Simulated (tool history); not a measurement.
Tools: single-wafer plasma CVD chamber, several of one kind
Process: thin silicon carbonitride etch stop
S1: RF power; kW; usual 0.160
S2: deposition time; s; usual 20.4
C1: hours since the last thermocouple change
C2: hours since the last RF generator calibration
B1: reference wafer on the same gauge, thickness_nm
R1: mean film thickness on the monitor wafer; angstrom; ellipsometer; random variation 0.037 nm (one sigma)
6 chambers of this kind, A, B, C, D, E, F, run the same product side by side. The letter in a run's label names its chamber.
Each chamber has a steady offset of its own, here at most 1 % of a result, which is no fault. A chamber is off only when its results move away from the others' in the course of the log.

| run | hour | S1 | S2 | C1 | C2 | B1 | R1 |
|---|---|---|---|---|---|---|---|
| 1C | 10.9 | 0.160 | 20.4 | 2022.7 | 758.8 | 8.9964 | 108.240 |
| 2E | 20.5 | 0.160 | 20.4 | 1683.3 | 635.3 | 8.9936 | 109.120 |
| 3A | 30.8 | 0.160 | 20.4 | 2468.2 | 519.8 | 9.0054 | 107.780 |
| 4B | 40.4 | 0.160 | 20.4 | 657.2 | 1314.4 | 9.0013 | 107.910 |
| 5F | 46.8 | 0.160 | 20.4 | 658.4 | 125.0 | 9.0054 | 108.960 |
| 6D | 55.8 | 0.185 | 20.4 | 687.5 | 160.4 | 8.9956 | 112.490 |
| 7E | 68.2 | 0.185 | 20.4 | 1731.0 | 683.0 | 9.0017 | 114.180 |
| 8D | 80.3 | 0.185 | 20.4 | 712.0 | 184.9 | 9.0013 | 112.900 |
| 9A | 86.3 | 0.185 | 20.4 | 2523.7 | 575.3 | 8.9993 | 112.520 |
| 10B | 95.0 | 0.185 | 20.4 | 711.8 | 1369.0 | 8.9998 | 112.670 |
| 11F | 107.0 | 0.185 | 20.4 | 718.6 | 185.2 | 9.0089 | 113.510 |
| 12C | 114.1 | 0.160 | 20.4 | 2125.9 | 862.0 | 9.0003 | 108.340 |
| 13F | 124.1 | 0.140 | 20.4 | 735.7 | 202.3 | 8.9973 | 104.840 |
| 14E | 136.7 | 0.140 | 20.4 | 1799.5 | 751.5 | 8.9963 | 104.790 |
| 15C | 143.9 | 0.140 | 20.4 | 2155.7 | 891.8 | 8.9949 | 103.960 |
| 16A | 151.7 | 0.140 | 20.4 | 2589.1 | 640.7 | 9.0027 | 103.900 |
| 17B | 157.3 | 0.140 | 20.4 | 774.1 | 1431.3 | 8.9955 | 103.540 |
| 18D | 168.2 | 0.140 | 20.4 | 799.9 | 272.8 | 8.9997 | 104.340 |
| 19F | 178.8 | 0.160 | 20.4 | 790.4 | 257.0 | 8.9911 | 108.880 |
| 20A | 191.1 | 0.160 | 20.4 | 2628.5 | 680.1 | 8.9978 | 107.700 |
| 21E | 201.8 | 0.160 | 20.4 | 1864.6 | 816.6 | 8.9951 | 109.070 |
| 22D | 207.6 | 0.135 | 19.1 | 839.3 | 312.2 | 9.0070 | 96.665 |
| 23B | 220.4 | 0.135 | 19.1 | 837.2 | 1494.4 | 9.0043 | 95.934 |
| 24C | 233.0 | 0.135 | 19.1 | 2244.8 | 980.9 | 9.0034 | 96.052 |
| 25B | 238.8 | 0.135 | 19.1 | 855.6 | 1512.8 | 9.0024 | 95.710 |
| 26E | 250.3 | 0.135 | 19.1 | 1913.1 | 865.1 | 8.9981 | 96.526 |
| 27D | 258.8 | 0.135 | 19.1 | 890.5 | 363.4 | 8.9959 | 96.821 |
| 28C | 268.0 | 0.160 | 20.4 | 2279.8 | 1015.9 | 9.0000 | 108.030 |
| 29A | 274.5 | 0.160 | 20.4 | 2711.9 | 763.5 | 9.0034 | 108.340 |
| 30F | 287.2 | 0.170 | 20.4 | 898.8 | 365.4 | 9.0012 | 111.290 |
| 31E | 293.2 | 0.170 | 20.4 | 1956.0 | 908.0 | 9.0045 | 110.620 |
| 32A | 305.7 | 0.170 | 20.4 | 2743.1 | 794.7 | 8.9937 | 109.670 |
| 33D | 317.9 | 0.170 | 20.4 | 949.6 | 422.5 | 9.0042 | 109.800 |
| 34C | 324.4 | 0.170 | 20.4 | 2336.2 | 1072.3 | 9.0030 | 110.450 |
| 35B | 335.0 | 0.170 | 20.4 | 951.8 | 1609.0 | 8.9987 | 109.990 |
| 36F | 345.7 | 0.160 | 20.4 | 957.3 | 423.9 | 8.9999 | 108.790 |
| 37C | 351.9 | 0.160 | 20.4 | 2363.7 | 1099.8 | 8.9958 | 107.760 |
| 38D | 360.2 | 0.160 | 20.4 | 991.9 | 464.8 | 9.0016 | 108.030 |
| 39F | 370.4 | 0.160 | 20.4 | 982.0 | 448.6 | 9.0043 | 108.890 |
| 40B | 382.5 | 0.145 | 18.5 | 999.3 | 1656.5 | 8.9964 | 94.254 |
| 41A | 389.2 | 0.145 | 18.5 | 2826.6 | 878.2 | 9.0028 | 95.001 |
| 42E | 398.2 | 0.145 | 18.5 | 2061.0 | 1013.0 | 8.9978 | 96.068 |
| 43D | 404.4 | 0.145 | 18.5 | 1036.1 | 509.0 | 8.9941 | 95.673 |

All 6 chambers run these settings next. Forecast each chamber's results:
| 44A | 413.6 | 0.160 | 20.4 |  |  |  | ? |
| 44B | 413.6 | 0.160 | 20.4 |  |  |  | ? |
| 44C | 413.6 | 0.160 | 20.4 |  |  |  | ? |
| 44D | 413.6 | 0.160 | 20.4 |  |  |  | ? |
| 44E | 413.6 | 0.160 | 20.4 |  |  |  | ? |
| 44F | 413.6 | 0.160 | 20.4 |  |  |  | ? |

| run | R1 |
|---|---|
| 44A | 107.610 |
| 44B | 107.700 |
| 44C | 107.910 |
| 44D | 108.640 |
| 44E | 108.390 |
| 44F | 108.730 |
